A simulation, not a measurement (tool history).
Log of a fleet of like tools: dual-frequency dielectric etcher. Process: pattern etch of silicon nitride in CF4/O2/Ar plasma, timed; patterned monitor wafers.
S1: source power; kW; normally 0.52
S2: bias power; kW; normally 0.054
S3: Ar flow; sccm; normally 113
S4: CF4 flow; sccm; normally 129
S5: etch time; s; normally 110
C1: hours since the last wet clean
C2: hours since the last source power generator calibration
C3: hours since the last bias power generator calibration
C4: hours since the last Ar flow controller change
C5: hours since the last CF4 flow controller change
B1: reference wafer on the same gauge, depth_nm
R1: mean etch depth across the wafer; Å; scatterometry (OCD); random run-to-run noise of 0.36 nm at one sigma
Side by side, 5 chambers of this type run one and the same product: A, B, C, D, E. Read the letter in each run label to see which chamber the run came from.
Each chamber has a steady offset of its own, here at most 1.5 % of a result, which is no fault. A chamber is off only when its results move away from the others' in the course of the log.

run	hour	S1	S2	S3	S4	S5	C1	C2	C3	C4	C5	B1	R1
1A	11.4	0.52	0.054	113	129	110	495.4	753.4	2961.5	2121.8	1486.9	246.95	2263
2B	20.9	0.52	0.054	113	129	110	242.1	1013.1	227.5	1093.6	1434.8	246.95	2237.3
3C	27	0.52	0.054	113	129	110	250.6	2903.7	493.6	2879	388.1	246.99	2266.2
4D	39.1	0.52	0.054	113	129	110	342.1	351.8	2398	538.2	248.4	246.76	2249.2
# hour 40.9: chamber A: wet clean of the chamber
# hour 46.9: chamber C: source power generator calibrated
5E	51.1	0.52	0.065	101	129	110	295.9	323.9	127.7	1481	2809.7	246.86	2480.3
6B	63.4	0.52	0.065	101	129	110	284.6	1055.6	270	1136.1	1477.3	246.78	2426
7A	77.2	0.52	0.065	101	129	110	36.3	819.2	3027.3	2187.6	1552.7	246.71	2450
8E	90.4	0.52	0.065	101	129	110	335.2	363.2	167	1520.3	2849	246.61	2483.2
9C	103.7	0.52	0.065	101	129	110	327.3	56.8	570.3	2955.7	464.8	246.65	2463.4
10D	112.5	0.52	0.054	113	129	110	415.5	425.2	2471.4	611.6	321.8	246.63	2243.4
# hour 116.9: chamber C: Ar flow controller replaced
11C	120.5	0.52	0.054	113	129	110	344.1	73.6	587.1	3.7	481.6	246.55	2265.7
12B	127.9	0.52	0.054	113	129	128	349.1	1120.1	334.5	1200.6	1541.8	246.56	2604.6
13D	136.3	0.52	0.054	113	129	128	439.3	449	2495.2	635.4	345.6	246.57	2616.6
14A	142.8	0.52	0.054	113	129	128	101.9	884.8	3092.9	2253.2	1618.3	246.47	2627.1
15E	154.4	0.52	0.054	113	129	128	399.2	427.2	231	1584.3	2913	246.3	2651.6
# hour 162.1: chamber D: wet clean of the chamber
# hour 163: chamber E: wet clean of the chamber
16E	163.2	0.52	0.054	113	129	128	0.2	436	239.8	1593.1	2921.8	246.43	2666
# hour 167.6: chamber A: Ar flow controller replaced
17B	177.4	0.52	0.062	113	115	110	398.6	1169.6	384	1250.1	1591.3	246.29	2333.6
18C	188.4	0.52	0.062	113	115	110	412	141.5	655	71.6	549.5	246.3	2345
19D	201	0.52	0.062	113	115	110	39	513.7	2559.9	700.1	410.3	246.24	2336.9
20A	213.1	0.52	0.062	113	115	110	172.2	955.1	3163.2	45.5	1688.6	246.23	2340.5
21A	223.7	0.52	0.062	113	115	110	182.8	965.7	3173.8	56.1	1699.2	246.21	2343.3
22E	235.4	0.52	0.054	113	129	126	72.4	508.2	312	1665.3	2994	246.13	2609
23B	243.2	0.52	0.054	113	129	126	464.4	1235.4	449.8	1315.9	1657.1	246.15	2564.7
24C	250	0.52	0.054	113	129	126	473.6	203.1	716.6	133.2	611.1	246.11	2588
25D	256.3	0.52	0.054	113	129	126	94.3	569	2615.2	755.4	465.6	245.98	2566.4
26D	265.2	0.52	0.054	113	129	126	103.2	577.9	2624.1	764.3	474.5	245.96	2575.5
27A	272.7	0.59	0.065	113	129	110	231.8	1014.7	3222.8	105.1	1748.2	245.94	2699.1
28B	286.6	0.59	0.065	113	129	110	507.8	1278.8	493.2	1359.3	1700.5	245.96	2662.1
29E	298.3	0.59	0.065	113	129	110	135.3	571.1	374.9	1728.2	3056.9	245.86	2730.3
30C	311.5	0.59	0.065	113	129	110	535.1	264.6	778.1	194.7	672.6	246.01	2701.8
# hour 316: chamber C: wet clean of the chamber
31E	318.7	0.59	0.065	113	129	110	155.7	591.5	395.3	1748.6	3077.3	245.8	2728.1
32A	331.2	0.52	0.054	113	129	110	290.3	1073.2	3281.3	163.6	1806.7	245.8	2249.5
33D	337.4	0.52	0.054	113	129	110	175.4	650.1	2696.3	836.5	546.7	245.72	2236.4
# hour 347.4: chamber B: wet clean of the chamber
34B	350.5	0.52	0.054	113	129	110	3.2	1342.7	557.1	1423.2	1764.4	245.78	2230.5
35C	357.4	0.52	0.054	113	129	110	41.5	310.5	824	240.6	718.5	245.65	2253.7
36D	369.1	0.52	0.054	113	129	110	207.1	681.8	2728	868.2	578.4	245.59	2241
37E	377.5	0.52	0.054	113	129	110	214.5	650.3	454.1	1807.4	3136.1	245.66	2280.6
38A	390.8	0.52	0.061	113	129	110	349.9	1132.8	3340.9	223.2	1866.3	245.58	2349.2
39B	400.7	0.52	0.061	113	129	110	53.4	1392.9	607.3	1473.4	1814.6	245.57	2335.4
40C	407.8	0.52	0.061	113	129	110	91.9	360.9	874.4	291	768.9	245.51	2361
41B	418.4	0.52	0.061	113	129	110	71.1	1410.6	625	1491.1	1832.3	245.42	2330.9
42D	432.2	0.52	0.061	113	129	110	270.2	744.9	2791.1	931.3	641.5	245.48	2340.6

The same settings go to every chamber for the next run, one line per chamber below. Forecast the results for each:
43A	442.4	0.52	0.054	113	129	98							?
43B	442.4	0.52	0.054	113	129	98							?
43C	442.4	0.52	0.054	113	129	98							?
43D	442.4	0.52	0.054	113	129	98							?
43E	442.4	0.52	0.054	113	129	98							?

run	R1
43A	2004.3
43B	1979.8
43C	2005.2
43D	1993.5
43E	2027.3
